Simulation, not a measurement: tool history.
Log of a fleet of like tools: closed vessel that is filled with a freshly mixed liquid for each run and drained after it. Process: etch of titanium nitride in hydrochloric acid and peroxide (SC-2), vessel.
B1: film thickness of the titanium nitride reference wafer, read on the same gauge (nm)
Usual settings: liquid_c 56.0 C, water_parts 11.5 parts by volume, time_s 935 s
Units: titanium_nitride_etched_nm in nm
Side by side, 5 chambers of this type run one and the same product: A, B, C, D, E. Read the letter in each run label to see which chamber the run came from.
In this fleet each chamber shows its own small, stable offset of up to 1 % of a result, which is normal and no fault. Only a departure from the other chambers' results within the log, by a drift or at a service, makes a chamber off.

run 1D hour=6.4 | liquid_c=56.0 water_parts=11.5 time_s=935 | B1=59.975 | titanium_nitride_etched_nm=26.632
run 2A hour=11.0 | liquid_c=56.0 water_parts=11.5 time_s=935 | B1=60.003 | titanium_nitride_etched_nm=26.501
run 3C hour=16.6 | liquid_c=56.0 water_parts=11.5 time_s=935 | B1=59.993 | titanium_nitride_etched_nm=26.427
-- hour=19.6 chamber A: new drum of peroxide connected
run 4B hour=22.5 | liquid_c=56.0 water_parts=11.5 time_s=935 | B1=59.991 | titanium_nitride_etched_nm=26.219
-- hour=24.6 chamber D: thermometer replaced
run 5E hour=27.9 | liquid_c=56.0 water_parts=11.5 time_s=1290 | B1=60.025 | titanium_nitride_etched_nm=36.771
run 6B hour=34.2 | liquid_c=56.0 water_parts=11.5 time_s=1290 | B1=60.001 | titanium_nitride_etched_nm=37.004
run 7C hour=39.0 | liquid_c=56.0 water_parts=11.5 time_s=1290 | B1=59.992 | titanium_nitride_etched_nm=36.852
run 8E hour=44.1 | liquid_c=56.0 water_parts=11.5 time_s=1290 | B1=59.988 | titanium_nitride_etched_nm=37.250
run 9A hour=47.6 | liquid_c=56.0 water_parts=11.5 time_s=1290 | B1=59.989 | titanium_nitride_etched_nm=36.571
run 10D hour=53.2 | liquid_c=56.0 water_parts=11.5 time_s=935 | B1=59.968 | titanium_nitride_etched_nm=26.989
run 11E hour=59.6 | liquid_c=56.0 water_parts=11.5 time_s=935 | B1=60.006 | titanium_nitride_etched_nm=26.740
run 12C hour=64.2 | liquid_c=56.0 water_parts=7.5 time_s=550 | B1=59.985 | titanium_nitride_etched_nm=22.327
run 13B hour=70.0 | liquid_c=56.0 water_parts=7.5 time_s=550 | B1=60.015 | titanium_nitride_etched_nm=21.855
run 14A hour=73.9 | liquid_c=56.0 water_parts=7.5 time_s=550 | B1=59.972 | titanium_nitride_etched_nm=22.500
run 15D hour=77.8 | liquid_c=56.0 water_parts=7.5 time_s=550 | B1=60.018 | titanium_nitride_etched_nm=22.277
run 16B hour=83.1 | liquid_c=56.0 water_parts=7.5 time_s=550 | B1=60.005 | titanium_nitride_etched_nm=21.849
run 17C hour=89.3 | liquid_c=56.0 water_parts=11.5 time_s=935 | B1=59.985 | titanium_nitride_etched_nm=26.521
run 18E hour=94.3 | liquid_c=56.0 water_parts=11.5 time_s=935 | B1=60.006 | titanium_nitride_etched_nm=26.729
run 19D hour=99.8 | liquid_c=56.0 water_parts=11.5 time_s=935 | B1=60.048 | titanium_nitride_etched_nm=26.577
run 20A hour=105.0 | liquid_c=56.0 water_parts=11.5 time_s=935 | B1=59.998 | titanium_nitride_etched_nm=26.724
run 21C hour=111.5 | liquid_c=56.0 water_parts=11.5 time_s=935 | B1=59.980 | titanium_nitride_etched_nm=26.598
run 22D hour=118.2 | liquid_c=56.0 water_parts=11.5 time_s=935 | B1=60.028 | titanium_nitride_etched_nm=26.625
run 23B hour=121.8 | liquid_c=56.0 water_parts=11.5 time_s=935 | B1=59.978 | titanium_nitride_etched_nm=26.487
run 24E hour=128.6 | liquid_c=56.0 water_parts=11.5 time_s=935 | B1=59.994 | titanium_nitride_etched_nm=26.963
run 25A hour=132.0 | liquid_c=56.0 water_parts=11.5 time_s=935 | B1=59.994 | titanium_nitride_etched_nm=26.702
-- hour=136.4 chamber A: thermometer replaced
run 26D hour=138.1 | liquid_c=56.0 water_parts=11.5 time_s=935 | B1=59.993 | titanium_nitride_etched_nm=26.278
run 27C hour=144.8 | liquid_c=65.0 water_parts=11.5 time_s=935 | B1=59.969 | titanium_nitride_etched_nm=46.865
run 28B hour=150.0 | liquid_c=65.0 water_parts=11.5 time_s=935 | B1=60.008 | titanium_nitride_etched_nm=45.957
run 29E hour=155.0 | liquid_c=65.0 water_parts=11.5 time_s=935 | B1=60.019 | titanium_nitride_etched_nm=47.549
run 30A hour=161.5 | liquid_c=65.0 water_parts=11.5 time_s=935 | B1=59.982 | titanium_nitride_etched_nm=46.840

Next, all 5 chambers run the settings below, one line each with question marks for the results. What does each chamber give?
run 31A hour=167.1 | liquid_c=64.5 water_parts=11.5 time_s=935 | titanium_nitride_etched_nm=?
run 31B hour=167.1 | liquid_c=64.5 water_parts=11.5 time_s=935 | titanium_nitride_etched_nm=?
run 31C hour=167.1 | liquid_c=64.5 water_parts=11.5 time_s=935 | titanium_nitride_etched_nm=?
run 31D hour=167.1 | liquid_c=64.5 water_parts=11.5 time_s=935 | titanium_nitride_etched_nm=?
run 31E hour=167.1 | liquid_c=64.5 water_parts=11.5 time_s=935 | titanium_nitride_etched_nm=?

run=31A titanium_nitride_etched_nm=44.991
run=31B titanium_nitride_etched_nm=44.956
run=31C titanium_nitride_etched_nm=45.565
run=31D titanium_nitride_etched_nm=45.301
run=31E titanium_nitride_etched_nm=45.759
